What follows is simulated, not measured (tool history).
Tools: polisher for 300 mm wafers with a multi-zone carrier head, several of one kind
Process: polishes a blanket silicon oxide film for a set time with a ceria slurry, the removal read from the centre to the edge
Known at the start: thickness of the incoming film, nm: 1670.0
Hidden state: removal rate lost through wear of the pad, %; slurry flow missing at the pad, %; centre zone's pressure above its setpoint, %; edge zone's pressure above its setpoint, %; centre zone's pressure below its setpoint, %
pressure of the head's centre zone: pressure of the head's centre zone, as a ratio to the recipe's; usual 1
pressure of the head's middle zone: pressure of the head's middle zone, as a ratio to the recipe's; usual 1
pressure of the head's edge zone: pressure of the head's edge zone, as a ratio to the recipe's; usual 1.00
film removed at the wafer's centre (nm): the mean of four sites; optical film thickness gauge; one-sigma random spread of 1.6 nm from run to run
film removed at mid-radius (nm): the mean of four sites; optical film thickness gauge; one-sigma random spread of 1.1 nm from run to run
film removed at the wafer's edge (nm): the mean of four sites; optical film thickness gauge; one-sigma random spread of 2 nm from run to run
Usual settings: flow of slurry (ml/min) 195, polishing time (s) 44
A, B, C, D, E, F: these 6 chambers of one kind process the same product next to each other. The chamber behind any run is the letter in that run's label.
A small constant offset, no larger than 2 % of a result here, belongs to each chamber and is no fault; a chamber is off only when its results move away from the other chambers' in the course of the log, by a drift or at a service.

run,hour,flow of slurry (ml/min),pressure of the head's centre zone,pressure of the head's middle zone,pressure of the head's edge zone,polishing time (s),wafers polished on this pad,hours since the slurry nozzle was cleaned,hours since the centre zone pressure was calibrated,hours since the edge zone pressure was calibrated,film removed at the wafer's centre (nm),film removed at mid-radius (nm),film removed at the wafer's edge (nm)
1A,6.7,195,1,1,1.00,44,530,832.1,539.8,235.6,147.470,148.71,143.730
# hour 7.4: chamber A: slurry nozzle cleaned
2F,12.9,195,1,1,1.00,44,238,194.6,487.6,83.9,148.440,150.70,154.200
3B,20.6,195,1,1,1.00,44,229,682.4,618.3,106.0,149.220,149.86,148.780
4D,25.1,195,1,1,1.00,44,584,289.2,308.0,487.7,151.410,148.96,145.010
# hour 27.8: chamber E: worn pad replaced by a new one
5E,31.5,195,1,1,1.00,44,21,402.5,679.8,283.6,147.620,146.02,153.880
6C,36.4,195,1,1,1.00,44,680,97.0,622.0,86.2,147.500,148.84,151.060
# hour 38.3: chamber D: centre zone pressure recalibrated
7F,45.3,195,1,1,1.00,44,427,227.0,520.0,116.3,149.240,150.87,150.720
8B,52.1,195,1,1,1.00,44,412,713.9,649.8,137.5,149.870,151.43,150.650
# hour 54.1: chamber D: worn pad replaced by a new one
# hour 59.9: chamber C: worn pad replaced by a new one
9A,60.5,195,1,1,1.00,44,843,53.1,593.6,289.4,149.240,147.96,147.920
10D,68.5,195,1,1,1.00,44,84,332.6,30.2,531.1,150.110,151.00,146.820
11E,74.5,195,1,1,1.00,44,271,445.5,722.8,326.6,152.630,147.32,148.850
# hour 75.5: chamber E: slurry nozzle cleaned
# hour 80.2: chamber B: slurry nozzle cleaned
12C,81.2,195,1,1,1.00,44,124,141.8,666.8,131.0,148.350,149.79,153.080
# hour 86.3: chamber A: worn pad replaced by a new one
13C,90.8,195,1,1,1.00,44,180,151.4,676.4,140.6,148.450,148.50,149.500
# hour 96.4: chamber C: centre zone pressure recalibrated
14F,96.4,160,1,1,0.95,44,724,278.1,571.1,167.4,144.230,144.17,141.020
15E,102.7,160,1,1,0.95,44,436,27.2,751.0,354.8,146.070,141.54,143.600
16B,110.8,160,1,1,0.95,44,754,30.7,708.5,196.2,141.620,144.77,144.280
# hour 117.7: chamber B: worn pad replaced by a new one
17A,117.9,160,1,1,0.95,44,184,110.5,651.0,346.8,140.750,144.30,139.470
18D,127.3,160,1,1,0.95,44,426,391.4,89.0,589.9,148.270,144.93,140.930
19D,134.9,160,1,1,0.95,44,470,399.0,96.6,597.5,147.480,144.40,142.860
# hour 142.7: chamber F: worn pad replaced by a new one
20A,144.3,195,1,1,1.00,44,337,136.9,677.4,373.2,151.450,149.23,150.020
# hour 148.8: chamber E: centre zone pressure recalibrated
21E,149.2,195,1,1,1.00,44,706,73.7,0.4,401.3,147.090,145.91,148.760
22F,153.7,195,1,1,1.00,44,64,335.4,628.4,224.7,148.930,150.09,154.130
23B,162.3,195,1,1,1.00,44,259,82.2,760.0,247.7,146.100,149.91,150.980
24C,166.5,195,1,1,1.00,44,620,227.1,70.2,216.3,165.230,146.89,149.800
25E,174.4,195,1,1,1.00,44,853,98.9,25.6,426.5,151.950,147.87,155.150
# hour 178.9: chamber D: worn pad replaced by a new one
26C,181.8,195,1,1,1.00,44,709,242.4,85.5,231.6,164.610,149.49,152.440
27A,189.6,195,1,1,1.00,44,601,182.2,722.7,418.5,149.930,148.75,147.330
# hour 194.2: chamber C: worn pad replaced by a new one
28B,197.0,195,1,1,1.00,44,461,116.9,794.7,282.4,148.800,150.72,149.150
# hour 198.2: chamber D: slurry nozzle cleaned
29F,204.3,195,1,1,1.00,44,359,386.0,679.0,275.3,151.380,149.42,149.610
30D,212.3,195,1,1,1.00,44,194,14.2,174.0,674.9,150.170,149.75,151.450
31D,221.6,195,1,1,1.00,44,248,23.5,183.3,684.2,151.280,149.97,148.070
32C,228.8,195,1,1,1.00,44,201,289.4,132.5,278.6,171.240,149.18,149.040
33B,238.1,195,1,1,1.00,44,700,158.0,835.8,323.5,148.540,152.24,153.720
# hour 245.3: chamber C: slurry nozzle cleaned
34A,245.7,195,1,1,1.00,44,927,238.3,778.8,474.6,146.700,149.84,146.800
35F,250.5,195,1,1,1.00,44,627,432.2,725.2,321.5,147.630,150.12,147.820
36E,257.4,195,1,1,1.00,44,1336,181.9,108.6,509.5,145.400,147.42,150.180
37C,266.8,195,1,1,1.00,44,422,21.6,170.5,316.6,164.390,150.56,152.190
38D,272.6,195,1,1,1.00,44,545,74.5,234.3,735.2,149.850,149.41,149.810

Next, all 6 chambers run the settings below, one line each with question marks for the results. What does each chamber give?
39A,279.5,195,1,1,1.00,30,,,,,?,?,?
39B,279.5,195,1,1,1.00,30,,,,,?,?,?
39C,279.5,195,1,1,1.00,30,,,,,?,?,?
39D,279.5,195,1,1,1.00,30,,,,,?,?,?
39E,279.5,195,1,1,1.00,30,,,,,?,?,?
39F,279.5,195,1,1,1.00,30,,,,,?,?,?

run,film removed at the wafer's centre (nm),film removed at mid-radius (nm),film removed at the wafer's edge (nm)
39A,99.937,101.54,101.690
39B,101.650,103.27,101.220
39C,114.670,100.66,102.600
39D,104.870,101.35,99.936
39E,101.470,100.12,103.060
39F,100.540,102.94,102.260
